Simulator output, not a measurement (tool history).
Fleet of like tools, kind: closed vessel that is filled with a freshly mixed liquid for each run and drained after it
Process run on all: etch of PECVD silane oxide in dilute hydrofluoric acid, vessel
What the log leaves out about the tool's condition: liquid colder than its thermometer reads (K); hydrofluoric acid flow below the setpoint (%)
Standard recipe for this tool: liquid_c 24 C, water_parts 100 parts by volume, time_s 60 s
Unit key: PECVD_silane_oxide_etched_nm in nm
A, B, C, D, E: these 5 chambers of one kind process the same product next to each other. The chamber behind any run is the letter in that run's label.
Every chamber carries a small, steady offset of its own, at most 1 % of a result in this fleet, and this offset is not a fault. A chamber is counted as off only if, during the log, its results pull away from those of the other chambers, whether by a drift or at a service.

run	hour	liquid_c	water_parts	time_s	hours since the thermometer was replaced	hours since the hydrofluoric acid flow meter was replaced	read-back film thickness of the PECVD silane oxide reference wafer, read on the same gauge (nm)	PECVD_silane_oxide_etched_nm
1C	9.9	24	100	60	1613.7	398.8	79.98	29.767
2E	21.1	24	100	60	2210.1	587.8	80.032	29.277
3A	31.3	24	100	60	1660.4	1776.1	80.002	29.331
4D	45.1	24	100	60	1061.5	849.5	79.989	29.83
5B	51.9	24	100	60	1972.6	1120.9	79.994	29.707
6E	61	24	100	60	2250	627.7	80.014	30.019
7A	74.5	24	100	60	1703.6	1819.3	80.033	29.934
8C	80.5	24	100	60	1684.3	469.4	79.991	29.671
9D	91.3	24	100	60	1107.7	895.7	80.007	29.095
10B	100.7	24	100	60	2021.4	1169.7	79.986	29.283
11E	114.4	24	100	60	2303.4	681.1	79.999	29.087
# hour 119: chamber E: hydrofluoric acid flow meter replaced
12A	122.3	24	150	60	1751.4	1867.1	79.995	18.528
13D	131.2	24	150	60	1147.6	935.6	80.007	18.507
14B	138.4	24	150	60	2059.1	1207.4	80.005	18.698
15C	145.2	24	150	60	1749	534.1	80.005	18.654
16B	158.6	24	150	60	2079.3	1227.6	80.017	18.705
17A	171	24	100	60	1800.1	1915.8	80.001	29.099
18E	177.4	24	100	60	2366.4	58.5	79.996	29.209
# hour 189.7: chamber B: thermometer replaced
19C	190.1	24	100	60	1793.9	579	80.006	28.995
20D	200.9	24	100	60	1217.3	1005.3	79.994	29.34
21D	208.2	24	100	60	1224.6	1012.6	80.007	29.49
22E	215.8	24	100	60	2404.8	96.9	79.974	29.275
23A	223.5	24	100	60	1852.6	1968.3	80.011	29.274
24B	229.6	24	100	60	40	1298.6	79.997	29.399
# hour 234.6: chamber E: thermometer replaced
25C	242.6	24	100	60	1846.4	631.5	79.978	28.919
26B	253.7	24	100	60	64.1	1322.7	80.01	29.384
27E	261.1	24	100	60	26.5	142.2	79.991	29.374
28C	269.2	24	100	60	1873	658.1	80.019	28.348
29A	275.5	24	100	60	1904.6	2020.3	79.994	29.523
30D	284.4	24	100	60	1300.8	1088.8	80.003	29.617
31C	293.8	24	100	60	1897.6	682.7	80.004	27.508
32D	300.8	24	100	90	1317.2	1105.2	80.004	43.726
# hour 303.8: chamber D: hydrofluoric acid flow meter replaced
33A	307.2	24	100	90	1936.3	2052	80.004	44.23
34B	316.8	24	100	90	127.2	1385.8	80.038	44.283
35E	323.8	24	100	90	89.2	204.9	79.989	44.111
36E	331.6	24	100	90	97	212.7	80.011	44.849
37D	339	24	100	60	1355.4	35.2	80.01	29.229

Read the log: is a single chamber off, either drifting away or since a service, is the gauge that measures every chamber drifting, or is nothing wrong beyond small per-chamber offsets? Name any odd chamber and what most likely caused it.

One chamber, C, drifts off from the rest bit by bit.
Cause: hydrofluoric acid flow below the setpoint (%) = 7.76.
From this log alone, it may not be told apart from: liquid colder than its thermometer reads (K).

Chamber C could run next with any of the 4 candidate recipes listed below; each alters the usual settings, and their results appear as question marks. Which one brings its results back in line with what the other chambers deliver on the usual settings?
A result is in line if it is within this distance of the other chambers' mean on the usual settings: PECVD_silane_oxide_etched_nm 1 nm
38C-1	349	23.5	100	60				?
38C-2	349	24	100	55				?
38C-3	349	24.5	100	60				?
38C-4	349	24	100	65				?

Usual-settings mean across the other chambers: PECVD_silane_oxide_etched_nm 29.518 nm
run	PECVD_silane_oxide_etched_nm
38C-1	26.709
38C-2	24.961
38C-3	27.76
38C-4	29.5
It is 38C-4 that realigns the chamber with its peers.
